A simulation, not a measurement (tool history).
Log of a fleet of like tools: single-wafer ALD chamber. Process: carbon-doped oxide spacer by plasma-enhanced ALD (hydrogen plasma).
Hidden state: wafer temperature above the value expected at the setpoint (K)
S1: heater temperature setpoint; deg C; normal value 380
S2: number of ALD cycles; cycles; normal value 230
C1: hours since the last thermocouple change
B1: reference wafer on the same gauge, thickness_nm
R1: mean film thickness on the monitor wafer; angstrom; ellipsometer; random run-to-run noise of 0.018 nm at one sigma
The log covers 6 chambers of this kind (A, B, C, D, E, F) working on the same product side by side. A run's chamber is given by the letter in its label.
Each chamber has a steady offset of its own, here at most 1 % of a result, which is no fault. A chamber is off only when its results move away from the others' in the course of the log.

{"run": "1E", "hour": 7.5, "S1": 380, "S2": 230, "C1": 746.4, "B1": 11.895, "R1": 115.31}
{"run": "2C", "hour": 16.8, "S1": 380, "S2": 230, "C1": 1677.6, "B1": 11.892, "R1": 115.34}
{"run": "3A", "hour": 24.2, "S1": 380, "S2": 230, "C1": 450.5, "B1": 11.894, "R1": 115.93}
{"run": "4D", "hour": 29.0, "S1": 380, "S2": 230, "C1": 1671, "B1": 11.892, "R1": 114.43}
{"run": "5F", "hour": 36.7, "S1": 380, "S2": 230, "C1": 1736.9, "B1": 11.889, "R1": 115.5}
{"run": "6B", "hour": 41.4, "S1": 380, "S2": 230, "C1": 1151.8, "B1": 11.888, "R1": 115.22}
{"run": "7B", "hour": 46.4, "S1": 380, "S2": 230, "C1": 1156.8, "B1": 11.881, "R1": 115.36}
{"run": "8F", "hour": 52.9, "S1": 380, "S2": 230, "C1": 1753.1, "B1": 11.886, "R1": 115.4}
{"run": "9A", "hour": 60.4, "S1": 380, "S2": 230, "C1": 486.7, "B1": 11.881, "R1": 115.72}
{"run": "10D", "hour": 67.2, "S1": 380, "S2": 230, "C1": 1709.2, "B1": 11.879, "R1": 114.47}
{"run": "11C", "hour": 71.8, "S1": 370, "S2": 208, "C1": 1732.6, "B1": 11.878, "R1": 104.27}
{"run": "12E", "hour": 77.8, "S1": 370, "S2": 208, "C1": 816.7, "B1": 11.876, "R1": 104.08}
{"hour": 80.2, "done": "chamber B: thermocouple changed; heater temperature recalibrated"}
{"run": "13E", "hour": 83.4, "S1": 370, "S2": 208, "C1": 822.3, "B1": 11.874, "R1": 104.25}
{"hour": 88.9, "done": "chamber F: thermocouple changed; heater temperature recalibrated"}
{"run": "14F", "hour": 90.6, "S1": 370, "S2": 208, "C1": 1.8, "B1": 11.874, "R1": 104.28}
{"run": "15A", "hour": 95.2, "S1": 370, "S2": 208, "C1": 521.5, "B1": 11.871, "R1": 104.71}
{"run": "16C", "hour": 101.3, "S1": 370, "S2": 208, "C1": 1762.1, "B1": 11.874, "R1": 104.28}
{"run": "17D", "hour": 108.7, "S1": 380, "S2": 230, "C1": 1750.7, "B1": 11.864, "R1": 114.51}
{"run": "18B", "hour": 114.1, "S1": 380, "S2": 230, "C1": 33.9, "B1": 11.863, "R1": 114.8}
{"run": "19F", "hour": 120.7, "S1": 380, "S2": 230, "C1": 31.9, "B1": 11.866, "R1": 115.5}
{"run": "20E", "hour": 130.0, "S1": 380, "S2": 230, "C1": 868.9, "B1": 11.864, "R1": 115.03}
{"hour": 133.5, "done": "chamber E: thermocouple changed; heater temperature recalibrated"}
{"run": "21D", "hour": 135.4, "S1": 380, "S2": 230, "C1": 1777.4, "B1": 11.862, "R1": 114.43}
{"run": "22C", "hour": 143.1, "S1": 380, "S2": 230, "C1": 1803.9, "B1": 11.857, "R1": 115.16}
{"run": "23A", "hour": 150.6, "S1": 380, "S2": 230, "C1": 576.9, "B1": 11.853, "R1": 115.04}
{"run": "24B", "hour": 154.9, "S1": 380, "S2": 230, "C1": 74.7, "B1": 11.855, "R1": 114.99}
{"run": "25F", "hour": 164.1, "S1": 380, "S2": 230, "C1": 75.3, "B1": 11.846, "R1": 115}
{"run": "26A", "hour": 169.6, "S1": 380, "S2": 230, "C1": 595.9, "B1": 11.847, "R1": 115.07}
{"run": "27C", "hour": 176.5, "S1": 380, "S2": 230, "C1": 1837.3, "B1": 11.846, "R1": 114.91}
{"run": "28B", "hour": 185.1, "S1": 391, "S2": 259, "C1": 104.9, "B1": 11.847, "R1": 128.85}
{"run": "29E", "hour": 193.0, "S1": 391, "S2": 259, "C1": 59.5, "B1": 11.841, "R1": 129.28}
{"run": "30D", "hour": 199.6, "S1": 391, "S2": 259, "C1": 1841.6, "B1": 11.842, "R1": 128.18}
{"run": "31A", "hour": 208.1, "S1": 391, "S2": 259, "C1": 634.4, "B1": 11.835, "R1": 129.5}
{"run": "32C", "hour": 212.3, "S1": 391, "S2": 259, "C1": 1873.1, "B1": 11.839, "R1": 129.46}
{"run": "33D", "hour": 217.5, "S1": 391, "S2": 259, "C1": 1859.5, "B1": 11.832, "R1": 128.14}
{"run": "34F", "hour": 225.3, "S1": 380, "S2": 230, "C1": 136.5, "B1": 11.833, "R1": 115}
{"run": "35B", "hour": 229.4, "S1": 380, "S2": 230, "C1": 149.2, "B1": 11.834, "R1": 114.61}
{"run": "36E", "hour": 235.1, "S1": 380, "S2": 230, "C1": 101.6, "B1": 11.828, "R1": 115.05}
{"run": "37E", "hour": 243.5, "S1": 380, "S2": 230, "C1": 110, "B1": 11.827, "R1": 114.93}

Next, all 6 chambers run the settings below, one line each with question marks for the results. What does each chamber give?
{"run": "38A", "hour": 250.3, "S1": 380, "S2": 193, "R1": "?"}
{"run": "38B", "hour": 250.3, "S1": 380, "S2": 193, "R1": "?"}
{"run": "38C", "hour": 250.3, "S1": 380, "S2": 193, "R1": "?"}
{"run": "38D", "hour": 250.3, "S1": 380, "S2": 193, "R1": "?"}
{"run": "38E", "hour": 250.3, "S1": 380, "S2": 193, "R1": "?"}
{"run": "38F", "hour": 250.3, "S1": 380, "S2": 193, "R1": "?"}

run=38A R1=96.679
run=38B R1=96.218
run=38C R1=96.241
run=38D R1=95.576
run=38E R1=96.285
run=38F R1=96.161
